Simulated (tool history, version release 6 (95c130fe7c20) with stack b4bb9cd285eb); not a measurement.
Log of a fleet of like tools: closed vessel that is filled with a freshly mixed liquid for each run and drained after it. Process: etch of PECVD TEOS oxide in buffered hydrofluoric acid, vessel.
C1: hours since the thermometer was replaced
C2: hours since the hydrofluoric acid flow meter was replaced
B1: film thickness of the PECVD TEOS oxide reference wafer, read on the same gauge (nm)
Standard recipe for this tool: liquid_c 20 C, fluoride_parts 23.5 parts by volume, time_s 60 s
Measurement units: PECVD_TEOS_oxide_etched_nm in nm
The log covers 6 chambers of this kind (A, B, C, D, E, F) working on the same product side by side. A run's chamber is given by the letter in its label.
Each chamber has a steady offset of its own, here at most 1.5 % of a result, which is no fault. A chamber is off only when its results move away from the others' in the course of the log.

run 1A hour=7.1 | liquid_c=20 fluoride_parts=23.5 time_s=60 | C1=1229.9 C2=120.7 | B1=109.97 | PECVD_TEOS_oxide_etched_nm=66.413
run 2D hour=12.8 | liquid_c=20 fluoride_parts=23.5 time_s=60 | C1=970.6 C2=720.3 | B1=109.99 | PECVD_TEOS_oxide_etched_nm=66.699
run 3B hour=19.5 | liquid_c=20 fluoride_parts=23.5 time_s=60 | C1=886.5 C2=1803.6 | B1=110.03 | PECVD_TEOS_oxide_etched_nm=67.061
run 4F hour=26.5 | liquid_c=20 fluoride_parts=23.5 time_s=60 | C1=115.6 C2=722.3 | B1=109.97 | PECVD_TEOS_oxide_etched_nm=67.464
run 5C hour=30.6 | liquid_c=20 fluoride_parts=23.5 time_s=60 | C1=647 C2=851.9 | B1=109.99 | PECVD_TEOS_oxide_etched_nm=66.646
run 6E hour=37.8 | liquid_c=20 fluoride_parts=23.5 time_s=60 | C1=150.7 C2=2240.4 | B1=109.97 | PECVD_TEOS_oxide_etched_nm=67.74
run 7C hour=41.8 | liquid_c=20 fluoride_parts=23.5 time_s=60 | C1=658.2 C2=863.1 | B1=110.02 | PECVD_TEOS_oxide_etched_nm=67.063
run 8D hour=45.9 | liquid_c=20 fluoride_parts=23.5 time_s=60 | C1=1003.7 C2=753.4 | B1=110.03 | PECVD_TEOS_oxide_etched_nm=66.704
run 9A hour=49.9 | liquid_c=20 fluoride_parts=23.5 time_s=60 | C1=1272.7 C2=163.5 | B1=110.02 | PECVD_TEOS_oxide_etched_nm=66.414
run 10F hour=53.7 | liquid_c=20 fluoride_parts=23.5 time_s=60 | C1=142.8 C2=749.5 | B1=109.97 | PECVD_TEOS_oxide_etched_nm=67.93
run 11E hour=60.1 | liquid_c=20 fluoride_parts=23.5 time_s=60 | C1=173 C2=2262.7 | B1=109.99 | PECVD_TEOS_oxide_etched_nm=67.246
-- hour=60.5 chamber E: hydrofluoric acid flow meter replaced
run 12B hour=64.3 | liquid_c=20 fluoride_parts=23.5 time_s=60 | C1=931.3 C2=1848.4 | B1=110 | PECVD_TEOS_oxide_etched_nm=67.858
run 13E hour=68.8 | liquid_c=20 fluoride_parts=23.5 time_s=60 | C1=181.7 C2=8.3 | B1=109.99 | PECVD_TEOS_oxide_etched_nm=67.116
run 14D hour=74.6 | liquid_c=20 fluoride_parts=27.5 time_s=60 | C1=1032.4 C2=782.1 | B1=110 | PECVD_TEOS_oxide_etched_nm=59.706
run 15C hour=81.5 | liquid_c=20 fluoride_parts=27.5 time_s=60 | C1=697.9 C2=902.8 | B1=109.95 | PECVD_TEOS_oxide_etched_nm=59.683
run 16B hour=84.9 | liquid_c=20 fluoride_parts=27.5 time_s=60 | C1=951.9 C2=1869 | B1=110 | PECVD_TEOS_oxide_etched_nm=60.817
run 17F hour=91.6 | liquid_c=20 fluoride_parts=27.5 time_s=60 | C1=180.7 C2=787.4 | B1=110.01 | PECVD_TEOS_oxide_etched_nm=60.323
run 18A hour=96 | liquid_c=20 fluoride_parts=27.5 time_s=60 | C1=1318.8 C2=209.6 | B1=109.99 | PECVD_TEOS_oxide_etched_nm=59.784
run 19D hour=99.5 | liquid_c=20 fluoride_parts=27.5 time_s=60 | C1=1057.3 C2=807 | B1=109.98 | PECVD_TEOS_oxide_etched_nm=60.09
run 20A hour=103.4 | liquid_c=20 fluoride_parts=23.5 time_s=60 | C1=1326.2 C2=217 | B1=110.01 | PECVD_TEOS_oxide_etched_nm=66.002
-- hour=107.3 chamber A: thermometer replaced
run 21B hour=107.7 | liquid_c=20 fluoride_parts=23.5 time_s=60 | C1=974.7 C2=1891.8 | B1=109.96 | PECVD_TEOS_oxide_etched_nm=67.314
run 22F hour=114.8 | liquid_c=20 fluoride_parts=23.5 time_s=60 | C1=203.9 C2=810.6 | B1=110 | PECVD_TEOS_oxide_etched_nm=67.792
run 23E hour=120.5 | liquid_c=20 fluoride_parts=23.5 time_s=60 | C1=233.4 C2=60 | B1=110.02 | PECVD_TEOS_oxide_etched_nm=66.957
run 24C hour=126.6 | liquid_c=20 fluoride_parts=23.5 time_s=60 | C1=743 C2=947.9 | B1=110.01 | PECVD_TEOS_oxide_etched_nm=67.63
run 25A hour=132 | liquid_c=20 fluoride_parts=23.5 time_s=60 | C1=24.7 C2=245.6 | B1=110.02 | PECVD_TEOS_oxide_etched_nm=66.556
run 26C hour=138.4 | liquid_c=20 fluoride_parts=23.5 time_s=60 | C1=754.8 C2=959.7 | B1=109.99 | PECVD_TEOS_oxide_etched_nm=66.871
run 27F hour=145.1 | liquid_c=20 fluoride_parts=23.5 time_s=60 | C1=234.2 C2=840.9 | B1=110.04 | PECVD_TEOS_oxide_etched_nm=67.637
run 28E hour=148.5 | liquid_c=20 fluoride_parts=23.5 time_s=60 | C1=261.4 C2=88 | B1=110.02 | PECVD_TEOS_oxide_etched_nm=67.441
run 29B hour=154.9 | liquid_c=20 fluoride_parts=23.5 time_s=60 | C1=1021.9 C2=1939 | B1=110.03 | PECVD_TEOS_oxide_etched_nm=67.299
run 30D hour=159.3 | liquid_c=20 fluoride_parts=23.5 time_s=60 | C1=1117.1 C2=866.8 | B1=110.01 | PECVD_TEOS_oxide_etched_nm=67.043
run 31F hour=165.9 | liquid_c=20 fluoride_parts=23.5 time_s=60 | C1=255 C2=861.7 | B1=109.99 | PECVD_TEOS_oxide_etched_nm=68.216
run 32C hour=171.8 | liquid_c=23.5 fluoride_parts=23.5 time_s=40 | C1=788.2 C2=993.1 | B1=110.02 | PECVD_TEOS_oxide_etched_nm=54.8
run 33B hour=177.4 | liquid_c=23.5 fluoride_parts=23.5 time_s=40 | C1=1044.4 C2=1961.5 | B1=110.03 | PECVD_TEOS_oxide_etched_nm=54.988
run 34E hour=182.9 | liquid_c=23.5 fluoride_parts=23.5 time_s=40 | C1=295.8 C2=122.4 | B1=110.03 | PECVD_TEOS_oxide_etched_nm=54.634
run 35A hour=188.5 | liquid_c=23.5 fluoride_parts=23.5 time_s=40 | C1=81.2 C2=302.1 | B1=109.98 | PECVD_TEOS_oxide_etched_nm=53.792
run 36D hour=193.3 | liquid_c=23.5 fluoride_parts=23.5 time_s=40 | C1=1151.1 C2=900.8 | B1=110.01 | PECVD_TEOS_oxide_etched_nm=54.968
run 37D hour=197.8 | liquid_c=23.5 fluoride_parts=23.5 time_s=40 | C1=1155.6 C2=905.3 | B1=110.04 | PECVD_TEOS_oxide_etched_nm=53.958
run 38F hour=200.9 | liquid_c=20 fluoride_parts=23.5 time_s=60 | C1=290 C2=896.7 | B1=110.02 | PECVD_TEOS_oxide_etched_nm=67.147
run 39E hour=206.9 | liquid_c=20 fluoride_parts=23.5 time_s=60 | C1=319.8 C2=146.4 | B1=109.95 | PECVD_TEOS_oxide_etched_nm=67.572
run 40B hour=213 | liquid_c=20 fluoride_parts=23.5 time_s=60 | C1=1080 C2=1997.1 | B1=110 | PECVD_TEOS_oxide_etched_nm=66.954
run 41C hour=217.1 | liquid_c=20 fluoride_parts=23.5 time_s=60 | C1=833.5 C2=1038.4 | B1=109.97 | PECVD_TEOS_oxide_etched_nm=67.784
run 42A hour=222 | liquid_c=20 fluoride_parts=23.5 time_s=60 | C1=114.7 C2=335.6 | B1=110.01 | PECVD_TEOS_oxide_etched_nm=66.951
run 43C hour=229.1 | liquid_c=24 fluoride_parts=17.5 time_s=60 | C1=845.5 C2=1050.4 | B1=110 | PECVD_TEOS_oxide_etched_nm=108.26

The same settings go to every chamber for the next run, one line per chamber below. Forecast the results for each:
run 44A hour=234.3 | liquid_c=20 fluoride_parts=23.5 time_s=60 | PECVD_TEOS_oxide_etched_nm=?
run 44B hour=234.3 | liquid_c=20 fluoride_parts=23.5 time_s=60 | PECVD_TEOS_oxide_etched_nm=?
run 44C hour=234.3 | liquid_c=20 fluoride_parts=23.5 time_s=60 | PECVD_TEOS_oxide_etched_nm=?
run 44D hour=234.3 | liquid_c=20 fluoride_parts=23.5 time_s=60 | PECVD_TEOS_oxide_etched_nm=?
run 44E hour=234.3 | liquid_c=20 fluoride_parts=23.5 time_s=60 | PECVD_TEOS_oxide_etched_nm=?
run 44F hour=234.3 | liquid_c=20 fluoride_parts=23.5 time_s=60 | PECVD_TEOS_oxide_etched_nm=?

run=44A PECVD_TEOS_oxide_etched_nm=66.337
run=44B PECVD_TEOS_oxide_etched_nm=66.711
run=44C PECVD_TEOS_oxide_etched_nm=69.426
run=44D PECVD_TEOS_oxide_etched_nm=67.106
run=44E PECVD_TEOS_oxide_etched_nm=67.309
run=44F PECVD_TEOS_oxide_etched_nm=67.77
